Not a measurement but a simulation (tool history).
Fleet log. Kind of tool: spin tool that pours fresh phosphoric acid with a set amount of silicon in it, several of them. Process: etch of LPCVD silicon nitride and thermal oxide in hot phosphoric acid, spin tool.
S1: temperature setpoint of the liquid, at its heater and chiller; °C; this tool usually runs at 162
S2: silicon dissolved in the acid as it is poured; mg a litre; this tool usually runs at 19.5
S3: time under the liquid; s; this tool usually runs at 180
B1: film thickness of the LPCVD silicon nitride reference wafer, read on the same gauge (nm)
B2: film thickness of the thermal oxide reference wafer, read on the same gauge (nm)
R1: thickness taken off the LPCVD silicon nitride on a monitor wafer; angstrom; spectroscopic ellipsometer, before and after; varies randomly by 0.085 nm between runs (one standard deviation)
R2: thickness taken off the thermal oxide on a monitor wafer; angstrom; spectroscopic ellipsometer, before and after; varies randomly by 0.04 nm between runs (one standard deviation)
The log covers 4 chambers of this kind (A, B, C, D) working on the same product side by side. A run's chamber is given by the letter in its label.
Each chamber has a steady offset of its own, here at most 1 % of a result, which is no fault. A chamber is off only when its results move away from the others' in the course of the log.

run 1B day=0.425 | S1=162 S2=19.5 S3=180 | B1=109.99 B2=60.01 | R1=181.44 R2=3.1456
run 2D day=0.838 | S1=162 S2=19.5 S3=180 | B1=109.98 B2=59.998 | R1=182 R2=2.9626
run 3A day=1.167 | S1=162 S2=19.5 S3=180 | B1=110 B2=59.992 | R1=183.5 R2=3.7133
run 4C day=1.588 | S1=162 S2=19.5 S3=180 | B1=110.02 B2=59.996 | R1=184.19 R2=3.2811
run 5C day=1.904 | S1=162 S2=19.5 S3=180 | B1=110 B2=59.988 | R1=184.66 R2=3.5523
run 6D day=2.208 | S1=160 S2=19.5 S3=235 | B1=110.02 B2=59.98 | R1=221.62 R2=4.1594
run 7A day=2.667 | S1=160 S2=19.5 S3=235 | B1=109.99 B2=59.989 | R1=221.56 R2=4.03
run 8B day=3.004 | S1=160 S2=19.5 S3=235 | B1=110.02 B2=59.99 | R1=221.84 R2=3.2206
run 9B day=3.325 | S1=160 S2=19.5 S3=235 | B1=110.01 B2=59.994 | R1=223.23 R2=4.29
run 10A day=3.533 | S1=162 S2=19.5 S3=180 | B1=110 B2=59.998 | R1=183.91 R2=3.3744
run 11D day=3.829 | S1=162 S2=19.5 S3=180 | B1=109.99 B2=59.983 | R1=182.71 R2=3.2502
run 12C day=4.183 | S1=162 S2=19.5 S3=180 | B1=110.02 B2=60.011 | R1=183.18 R2=3.9004
run 13D day=4.433 | S1=162 S2=19.5 S3=180 | B1=110.02 B2=59.99 | R1=183.35 R2=4.4868
run 14B day=4.808 | S1=162 S2=19.5 S3=180 | B1=110 B2=60.006 | R1=181.67 R2=3.2363
run 15A day=5.121 | S1=162 S2=19.5 S3=180 | B1=110.03 B2=60 | R1=182.77 R2=3.8082
run 16C day=5.429 | S1=162 S2=19.5 S3=180 | B1=109.99 B2=60.002 | R1=182.76 R2=3.8614
-- day=5.65 chamber D: dissolved silicon flow meter replaced
run 17B day=5.671 | S1=162 S2=19.5 S3=180 | B1=110 B2=60.033 | R1=182.44 R2=3.4966
run 18D day=6.05 | S1=162 S2=19.5 S3=180 | B1=110 B2=59.984 | R1=180.5 R2=2.8967
run 19A day=6.388 | S1=162 S2=19.5 S3=180 | B1=109.98 B2=59.985 | R1=183.03 R2=3.3392
run 20C day=6.654 | S1=162 S2=19.5 S3=180 | B1=109.99 B2=60.017 | R1=182.82 R2=3.4221
run 21A day=6.996 | S1=162 S2=7 S3=95 | B1=109.97 B2=59.987 | R1=96.914 R2=2.7637
run 22C day=7.412 | S1=162 S2=7 S3=95 | B1=110.01 B2=60.013 | R1=96.974 R2=3.0285
run 23B day=7.717 | S1=162 S2=7 S3=95 | B1=110.02 B2=60.007 | R1=97.13 R2=2.4912
run 24D day=7.979 | S1=162 S2=7 S3=95 | B1=110.01 B2=59.994 | R1=94.104 R2=2.6612
run 25A day=8.338 | S1=162 S2=19.5 S3=180 | B1=110 B2=60.002 | R1=182.04 R2=3.7087
run 26C day=8.692 | S1=162 S2=19.5 S3=180 | B1=110.01 B2=59.987 | R1=184.06 R2=4.0646
run 27D day=8.925 | S1=162 S2=19.5 S3=180 | B1=110.01 B2=60.002 | R1=177.23 R2=3.9446
run 28B day=9.229 | S1=162 S2=19.5 S3=180 | B1=110 B2=59.994 | R1=182.26 R2=3.7657
run 29C day=9.558 | S1=162 S2=19.5 S3=180 | B1=110.02 B2=59.981 | R1=184.21 R2=3.9776
run 30B day=10 | S1=162 S2=19.5 S3=180 | B1=109.99 B2=60.002 | R1=183.05 R2=3.8951
run 31D day=10.362 | S1=162 S2=6.5 S3=180 | B1=109.99 B2=59.973 | R1=175.11 R2=4.1395
run 32A day=10.583 | S1=162 S2=6.5 S3=180 | B1=109.98 B2=59.995 | R1=183.57 R2=4.8877
run 33B day=10.979 | S1=162 S2=6.5 S3=180 | B1=109.97 B2=60.002 | R1=181.15 R2=4.4211
run 34D day=11.329 | S1=162 S2=6.5 S3=180 | B1=109.97 B2=60.003 | R1=175.56 R2=4.836
run 35C day=11.65 | S1=162 S2=19.5 S3=180 | B1=109.99 B2=60.014 | R1=183.17 R2=4.1029
run 36A day=12.05 | S1=162 S2=19.5 S3=180 | B1=109.99 B2=60.01 | R1=184.1 R2=3.4856
run 37B day=12.467 | S1=162 S2=8.5 S3=220 | B1=109.99 B2=59.991 | R1=222.34 R2=4.762

All 4 chambers run these settings next. Forecast each chamber's results:
run 38A day=12.8 | S1=162 S2=24.5 S3=180 | R1=? R2=?
run 38B day=12.8 | S1=162 S2=24.5 S3=180 | R1=? R2=?
run 38C day=12.8 | S1=162 S2=24.5 S3=180 | R1=? R2=?
run 38D day=12.8 | S1=162 S2=24.5 S3=180 | R1=? R2=?

run=38A R1=183.05 R2=3.6232
run=38B R1=182.29 R2=3.7605
run=38C R1=183.05 R2=3.2264
run=38D R1=173.29 R2=2.9149

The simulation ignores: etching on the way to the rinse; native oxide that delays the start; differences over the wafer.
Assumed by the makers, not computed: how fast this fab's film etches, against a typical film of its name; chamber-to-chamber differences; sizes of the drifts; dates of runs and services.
